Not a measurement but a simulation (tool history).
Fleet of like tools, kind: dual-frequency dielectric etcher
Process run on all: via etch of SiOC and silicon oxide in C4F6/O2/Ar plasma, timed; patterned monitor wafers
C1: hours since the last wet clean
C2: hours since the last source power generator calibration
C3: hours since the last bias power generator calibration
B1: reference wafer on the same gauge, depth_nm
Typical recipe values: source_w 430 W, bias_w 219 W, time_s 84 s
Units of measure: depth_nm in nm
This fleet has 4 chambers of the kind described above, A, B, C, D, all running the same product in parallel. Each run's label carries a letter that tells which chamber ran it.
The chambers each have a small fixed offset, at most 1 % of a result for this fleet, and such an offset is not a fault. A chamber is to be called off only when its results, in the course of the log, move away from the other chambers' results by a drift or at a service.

Run 1C, hour 10.9: usual settings; C1 221.1; C2 768.7; C3 1310.6; B1 123.94. Result: depth_nm 104.41 nm.
Run 2D, hour 16.9: usual settings; C1 391; C2 1559.8; C3 3013.7; B1 123.92. Result: depth_nm 103.84 nm.
Run 3A, hour 23.4: usual settings; C1 488.8; C2 372.4; C3 2683.8; B1 123.97. Result: depth_nm 103.65 nm.
Run 4B, hour 30.2: usual settings; C1 174.1; C2 2081.3; C3 3383.3; B1 123.89. Result: depth_nm 103.93 nm.
Run 5C, hour 39.4: usual settings; C1 249.6; C2 797.2; C3 1339.1; B1 123.85. Result: depth_nm 104.71 nm.
Run 6D, hour 45: usual settings; C1 419.1; C2 1587.9; C3 3041.8; B1 123.9. Result: depth_nm 103.84 nm.
Run 7A, hour 50.7: usual settings; C1 516.1; C2 399.7; C3 2711.1; B1 123.82. Result: depth_nm 103.27 nm.
Run 8B, hour 60.1: usual settings but bias_w 240 W; C1 204; C2 2111.2; C3 3413.2; B1 123.81. Result: depth_nm 106.95 nm.
Run 9C, hour 70: usual settings but bias_w 240 W; C1 280.2; C2 827.8; C3 1369.7; B1 123.84. Result: depth_nm 107.6 nm.
Run 10B, hour 77.3: usual settings but bias_w 240 W; C1 221.2; C2 2128.4; C3 3430.4; B1 123.72. Result: depth_nm 107.18 nm.
Run 11D, hour 86.8: usual settings but bias_w 240 W; C1 460.9; C2 1629.7; C3 3083.6; B1 123.66. Result: depth_nm 106.61 nm.
Run 12A, hour 96.6: usual settings; C1 562; C2 445.6; C3 2757; B1 123.72. Result: depth_nm 103.38 nm.
Run 13B, hour 105.9: usual settings; C1 249.8; C2 2157; C3 3459; B1 123.61. Result: depth_nm 103.53 nm.
Run 14D, hour 113.9: usual settings; C1 488; C2 1656.8; C3 3110.7; B1 123.65. Result: depth_nm 103.5 nm.
At hour 117.5: chamber A: wet clean of the chamber.
Run 15A, hour 125.4: usual settings; C1 8; C2 474.4; C3 2785.8; B1 123.54. Result: depth_nm 103.37 nm.
Run 16C, hour 133.3: usual settings; C1 343.5; C2 891.1; C3 1433; B1 123.55. Result: depth_nm 104.37 nm.
Run 17C, hour 143.8: usual settings; C1 354; C2 901.6; C3 1443.5; B1 123.51. Result: depth_nm 104.03 nm.
Run 18B, hour 150: usual settings; C1 293.9; C2 2201.1; C3 3503.1; B1 123.53. Result: depth_nm 103.52 nm.
At hour 151.4: chamber C: wet clean of the chamber.
Run 19A, hour 158.2: usual settings; C1 40.8; C2 507.2; C3 2818.6; B1 123.5. Result: depth_nm 103.13 nm.
Run 20D, hour 165.3: usual settings; C1 539.4; C2 1708.2; C3 3162.1; B1 123.45. Result: depth_nm 103.49 nm.
Run 21D, hour 177.3: usual settings; C1 551.4; C2 1720.2; C3 3174.1; B1 123.43. Result: depth_nm 103.11 nm.
At hour 178.4: chamber C: bias power generator calibrated.
Run 22B, hour 184.3: usual settings; C1 328.2; C2 2235.4; C3 3537.4; B1 123.4. Result: depth_nm 103.28 nm.
Run 23C, hour 193.2: usual settings; C1 41.8; C2 951; C3 14.8; B1 123.41. Result: depth_nm 104.21 nm.
Run 24A, hour 199.5: usual settings; C1 82.1; C2 548.5; C3 2859.9; B1 123.32. Result: depth_nm 103.1 nm.
Run 25D, hour 209.1: usual settings; C1 583.2; C2 1752; C3 3205.9; B1 123.35. Result: depth_nm 103.61 nm.
Run 26A, hour 220.5: usual settings; C1 103.1; C2 569.5; C3 2880.9; B1 123.26. Result: depth_nm 102.76 nm.
Run 27C, hour 231: usual settings; C1 79.6; C2 988.8; C3 52.6; B1 123.25. Result: depth_nm 104.14 nm.
At hour 233.4: chamber A: bias power generator calibrated.
Run 28B, hour 242.2: usual settings; C1 386.1; C2 2293.3; C3 3595.3; B1 123.26. Result: depth_nm 103.23 nm.
Run 29A, hour 251.9: usual settings but source_w 350 W; C1 134.5; C2 600.9; C3 18.6; B1 123.15. Result: depth_nm 94.988 nm.
Run 30D, hour 259.1: usual settings but source_w 350 W; C1 633.2; C2 1802; C3 3255.9; B1 123.17. Result: depth_nm 95.215 nm.
Run 31C, hour 267: usual settings but source_w 350 W; C1 115.6; C2 1024.8; C3 88.6; B1 123.14. Result: depth_nm 96.092 nm.

Which is it: a chamber that has drifted or been left off by a service, a gauge drift common to all chambers, or only each chamber's usual small offset? If a chamber is off, name it and its likeliest cause.

The gauge drifts, so all chambers seem to drift together. No chamber is off.
Likeliest cause: gauge reads low (%) = 0.721.

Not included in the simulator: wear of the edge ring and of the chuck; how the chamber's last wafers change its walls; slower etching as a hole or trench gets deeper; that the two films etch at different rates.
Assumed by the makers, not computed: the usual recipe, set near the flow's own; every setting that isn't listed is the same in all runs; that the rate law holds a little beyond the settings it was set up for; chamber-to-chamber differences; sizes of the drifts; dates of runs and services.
